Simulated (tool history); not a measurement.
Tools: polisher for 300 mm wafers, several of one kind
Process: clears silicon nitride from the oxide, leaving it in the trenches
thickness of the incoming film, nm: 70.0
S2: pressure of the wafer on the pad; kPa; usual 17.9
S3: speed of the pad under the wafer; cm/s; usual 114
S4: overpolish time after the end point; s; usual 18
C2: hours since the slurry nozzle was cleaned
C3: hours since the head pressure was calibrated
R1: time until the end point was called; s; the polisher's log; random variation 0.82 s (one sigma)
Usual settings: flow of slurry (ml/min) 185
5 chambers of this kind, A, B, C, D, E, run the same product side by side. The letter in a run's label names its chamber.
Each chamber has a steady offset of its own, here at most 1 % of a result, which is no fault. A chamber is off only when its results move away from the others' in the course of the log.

{"hour": 2.3, "done": "chamber E: worn pad replaced by a new one"}
{"run": "1A", "hour": 11.2, "flow of slurry (ml/min)": 185, "S2": 17.9, "S3": 114, "S4": 18, "wafers polished on this pad": 329, "C2": 310.9, "C3": 1204.7, "R1": 84.264}
{"hour": 11.3, "done": "chamber C: slurry nozzle cleaned"}
{"run": "2C", "hour": 24.6, "flow of slurry (ml/min)": 185, "S2": 17.9, "S3": 114, "S4": 18, "wafers polished on this pad": 864, "C2": 13.3, "C3": 236.0, "R1": 82.605}
{"hour": 34.9, "done": "chamber D: worn pad replaced by a new one"}
{"run": "3D", "hour": 39.9, "flow of slurry (ml/min)": 185, "S2": 17.9, "S3": 114, "S4": 18, "wafers polished on this pad": 63, "C2": 71.7, "C3": 80.1, "R1": 79.889}
{"run": "4E", "hour": 46.6, "flow of slurry (ml/min)": 185, "S2": 17.9, "S3": 114, "S4": 18, "wafers polished on this pad": 557, "C2": 65.3, "C3": 671.5, "R1": 79.814}
{"hour": 52.8, "done": "chamber C: worn pad replaced by a new one"}
{"run": "5B", "hour": 58.3, "flow of slurry (ml/min)": 185, "S2": 17.9, "S3": 114, "S4": 22, "wafers polished on this pad": 1188, "C2": 553.0, "C3": 428.6, "R1": 81.31}
{"hour": 60.0, "done": "chamber B: worn pad replaced by a new one"}
{"hour": 63.9, "done": "chamber A: head pressure recalibrated"}
{"hour": 73.2, "done": "chamber A: worn pad replaced by a new one"}
{"run": "6D", "hour": 73.6, "flow of slurry (ml/min)": 185, "S2": 17.9, "S3": 114, "S4": 22, "wafers polished on this pad": 486, "C2": 105.4, "C3": 113.8, "R1": 81.478}
{"run": "7C", "hour": 83.8, "flow of slurry (ml/min)": 185, "S2": 17.9, "S3": 114, "S4": 22, "wafers polished on this pad": 389, "C2": 72.5, "C3": 295.2, "R1": 81.784}
{"hour": 94.3, "done": "chamber E: worn pad replaced by a new one"}
{"run": "8E", "hour": 97.0, "flow of slurry (ml/min)": 185, "S2": 17.9, "S3": 114, "S4": 22, "wafers polished on this pad": 34, "C2": 115.7, "C3": 721.9, "R1": 80.777}
{"run": "9A", "hour": 105.0, "flow of slurry (ml/min)": 185, "S2": 17.9, "S3": 114, "S4": 22, "wafers polished on this pad": 399, "C2": 404.7, "C3": 41.1, "R1": 81.721}
{"run": "10B", "hour": 113.7, "flow of slurry (ml/min)": 185, "S2": 22.8, "S3": 114, "S4": 10, "wafers polished on this pad": 675, "C2": 608.4, "C3": 484.0, "R1": 64.523}
{"run": "11D", "hour": 122.2, "flow of slurry (ml/min)": 185, "S2": 22.8, "S3": 114, "S4": 10, "wafers polished on this pad": 1096, "C2": 154.0, "C3": 162.4, "R1": 63.399}
{"hour": 124.0, "done": "chamber D: worn pad replaced by a new one"}
{"run": "12A", "hour": 129.8, "flow of slurry (ml/min)": 185, "S2": 22.8, "S3": 114, "S4": 10, "wafers polished on this pad": 711, "C2": 429.5, "C3": 65.9, "R1": 65.718}
{"hour": 137.8, "done": "chamber B: worn pad replaced by a new one"}
{"run": "13E", "hour": 140.5, "flow of slurry (ml/min)": 185, "S2": 22.8, "S3": 114, "S4": 10, "wafers polished on this pad": 580, "C2": 159.2, "C3": 765.4, "R1": 63.015}
{"hour": 143.5, "done": "chamber C: worn pad replaced by a new one"}
{"run": "14B", "hour": 148.7, "flow of slurry (ml/min)": 185, "S2": 22.8, "S3": 114, "S4": 10, "wafers polished on this pad": 137, "C2": 643.4, "C3": 519.0, "R1": 63.332}
{"run": "15C", "hour": 162.6, "flow of slurry (ml/min)": 185, "S2": 14.5, "S3": 114, "S4": 18, "wafers polished on this pad": 240, "C2": 151.3, "C3": 374.0, "R1": 101.05}
{"hour": 168.3, "done": "chamber E: slurry nozzle cleaned"}
{"hour": 169.1, "done": "chamber A: worn pad replaced by a new one"}
{"run": "16E", "hour": 169.5, "flow of slurry (ml/min)": 185, "S2": 14.5, "S3": 114, "S4": 18, "wafers polished on this pad": 944, "C2": 1.2, "C3": 794.4, "R1": 101.33}
{"run": "17B", "hour": 183.6, "flow of slurry (ml/min)": 185, "S2": 14.5, "S3": 114, "S4": 18, "wafers polished on this pad": 576, "C2": 678.3, "C3": 553.9, "R1": 99.666}
{"hour": 188.0, "done": "chamber E: worn pad replaced by a new one"}
{"run": "18C", "hour": 196.3, "flow of slurry (ml/min)": 185, "S2": 14.5, "S3": 114, "S4": 18, "wafers polished on this pad": 664, "C2": 185.0, "C3": 407.7, "R1": 102.45}
{"hour": 197.3, "done": "chamber C: head pressure recalibrated"}
{"run": "19A", "hour": 207.7, "flow of slurry (ml/min)": 185, "S2": 14.5, "S3": 114, "S4": 18, "wafers polished on this pad": 485, "C2": 507.4, "C3": 143.8, "R1": 103.62}
{"hour": 209.6, "done": "chamber D: worn pad replaced by a new one"}
{"hour": 211.3, "done": "chamber A: slurry nozzle cleaned"}
{"run": "20D", "hour": 216.0, "flow of slurry (ml/min)": 185, "S2": 17.9, "S3": 114, "S4": 18, "wafers polished on this pad": 81, "C2": 247.8, "C3": 256.2, "R1": 80.575}
{"hour": 231.0, "done": "chamber D: slurry nozzle cleaned"}
{"hour": 231.1, "done": "chamber C: worn pad replaced by a new one"}
{"run": "21A", "hour": 231.3, "flow of slurry (ml/min)": 185, "S2": 17.9, "S3": 114, "S4": 18, "wafers polished on this pad": 781, "C2": 20.1, "C3": 167.4, "R1": 84.311}
{"hour": 234.7, "done": "chamber B: worn pad replaced by a new one"}
{"run": "22B", "hour": 246.0, "flow of slurry (ml/min)": 185, "S2": 17.9, "S3": 114, "S4": 18, "wafers polished on this pad": 142, "C2": 740.7, "C3": 616.3, "R1": 81.789}
{"run": "23D", "hour": 255.3, "flow of slurry (ml/min)": 185, "S2": 17.9, "S3": 114, "S4": 18, "wafers polished on this pad": 575, "C2": 24.4, "C3": 295.5, "R1": 81.093}
{"run": "24C", "hour": 263.0, "flow of slurry (ml/min)": 185, "S2": 17.9, "S3": 114, "S4": 18, "wafers polished on this pad": 400, "C2": 251.7, "C3": 65.8, "R1": 87.574}
{"run": "25E", "hour": 273.0, "flow of slurry (ml/min)": 185, "S2": 17.9, "S3": 114, "S4": 18, "wafers polished on this pad": 1067, "C2": 104.7, "C3": 897.9, "R1": 79.574}
{"hour": 273.2, "done": "chamber A: worn pad replaced by a new one"}
{"hour": 275.7, "done": "chamber E: worn pad replaced by a new one"}
{"run": "26B", "hour": 286.7, "flow of slurry (ml/min)": 185, "S2": 17.9, "S3": 114, "S4": 18, "wafers polished on this pad": 653, "C2": 781.4, "C3": 657.0, "R1": 82.826}
{"hour": 289.1, "done": "chamber D: worn pad replaced by a new one"}
{"run": "27D", "hour": 293.9, "flow of slurry (ml/min)": 185, "S2": 17.9, "S3": 114, "S4": 18, "wafers polished on this pad": 60, "C2": 63.0, "C3": 334.1, "R1": 81.775}
{"run": "28E", "hour": 301.8, "flow of slurry (ml/min)": 185, "S2": 17.9, "S3": 114, "S4": 18, "wafers polished on this pad": 327, "C2": 133.5, "C3": 926.7, "R1": 80.249}
{"hour": 303.1, "done": "chamber E: head pressure recalibrated"}
{"run": "29A", "hour": 314.4, "flow of slurry (ml/min)": 185, "S2": 17.9, "S3": 114, "S4": 18, "wafers polished on this pad": 518, "C2": 103.2, "C3": 250.5, "R1": 83.086}
{"hour": 316.7, "done": "chamber B: worn pad replaced by a new one"}
{"hour": 323.9, "done": "chamber C: worn pad replaced by a new one"}
{"run": "30C", "hour": 326.9, "flow of slurry (ml/min)": 185, "S2": 13.1, "S3": 98, "S4": 18, "wafers polished on this pad": 38, "C2": 315.6, "C3": 129.7, "R1": 143.13}
{"run": "31E", "hour": 333.6, "flow of slurry (ml/min)": 185, "S2": 13.1, "S3": 98, "S4": 18, "wafers polished on this pad": 727, "C2": 165.3, "C3": 30.5, "R1": 132.52}
{"run": "32B", "hour": 345.5, "flow of slurry (ml/min)": 185, "S2": 13.1, "S3": 98, "S4": 18, "wafers polished on this pad": 361, "C2": 840.2, "C3": 715.8, "R1": 127.49}
{"run": "33C", "hour": 355.4, "flow of slurry (ml/min)": 185, "S2": 13.1, "S3": 98, "S4": 18, "wafers polished on this pad": 396, "C2": 344.1, "C3": 158.2, "R1": 142.36}
{"run": "34D", "hour": 362.1, "flow of slurry (ml/min)": 185, "S2": 13.1, "S3": 98, "S4": 18, "wafers polished on this pad": 917, "C2": 131.2, "C3": 402.3, "R1": 125.8}
{"run": "35A", "hour": 369.3, "flow of slurry (ml/min)": 185, "S2": 17.9, "S3": 114, "S4": 18, "wafers polished on this pad": 1207, "C2": 158.1, "C3": 305.4, "R1": 81.651}
{"hour": 369.6, "done": "chamber A: worn pad replaced by a new one"}
{"hour": 373.7, "done": "chamber E: worn pad replaced by a new one"}
{"hour": 374.8, "done": "chamber E: slurry nozzle cleaned"}
{"run": "36B", "hour": 377.3, "flow of slurry (ml/min)": 185, "S2": 17.9, "S3": 114, "S4": 18, "wafers polished on this pad": 761, "C2": 872.0, "C3": 747.6, "R1": 80.297}
{"hour": 378.4, "done": "chamber D: worn pad replaced by a new one"}
{"run": "37D", "hour": 389.2, "flow of slurry (ml/min)": 185, "S2": 17.9, "S3": 114, "S4": 18, "wafers polished on this pad": 136, "C2": 158.3, "C3": 429.4, "R1": 81.782}
{"run": "38E", "hour": 396.5, "flow of slurry (ml/min)": 185, "S2": 17.9, "S3": 114, "S4": 18, "wafers polished on this pad": 286, "C2": 21.7, "C3": 93.4, "R1": 80.078}
{"hour": 403.6, "done": "chamber C: worn pad replaced by a new one"}
{"run": "39C", "hour": 407.7, "flow of slurry (ml/min)": 185, "S2": 17.9, "S3": 114, "S4": 18, "wafers polished on this pad": 52, "C2": 396.4, "C3": 210.5, "R1": 89.402}
{"run": "40A", "hour": 422.2, "flow of slurry (ml/min)": 185, "S2": 17.9, "S3": 114, "S4": 18, "wafers polished on this pad": 661, "C2": 211.0, "C3": 358.3, "R1": 84.798}

Next, every chamber runs the same settings. What will each give?
{"run": "41A", "hour": 433.3, "flow of slurry (ml/min)": 185, "S2": 13.8, "S3": 114, "S4": 18, "R1": "?"}
{"run": "41B", "hour": 433.3, "flow of slurry (ml/min)": 185, "S2": 13.8, "S3": 114, "S4": 18, "R1": "?"}
{"run": "41C", "hour": 433.3, "flow of slurry (ml/min)": 185, "S2": 13.8, "S3": 114, "S4": 18, "R1": "?"}
{"run": "41D", "hour": 433.3, "flow of slurry (ml/min)": 185, "S2": 13.8, "S3": 114, "S4": 18, "R1": "?"}
{"run": "41E", "hour": 433.3, "flow of slurry (ml/min)": 185, "S2": 13.8, "S3": 114, "S4": 18, "R1": "?"}

run=41A R1=106.920
run=41B R1=104.760
run=41C R1=116.560
run=41D R1=106.430
run=41E R1=105.230

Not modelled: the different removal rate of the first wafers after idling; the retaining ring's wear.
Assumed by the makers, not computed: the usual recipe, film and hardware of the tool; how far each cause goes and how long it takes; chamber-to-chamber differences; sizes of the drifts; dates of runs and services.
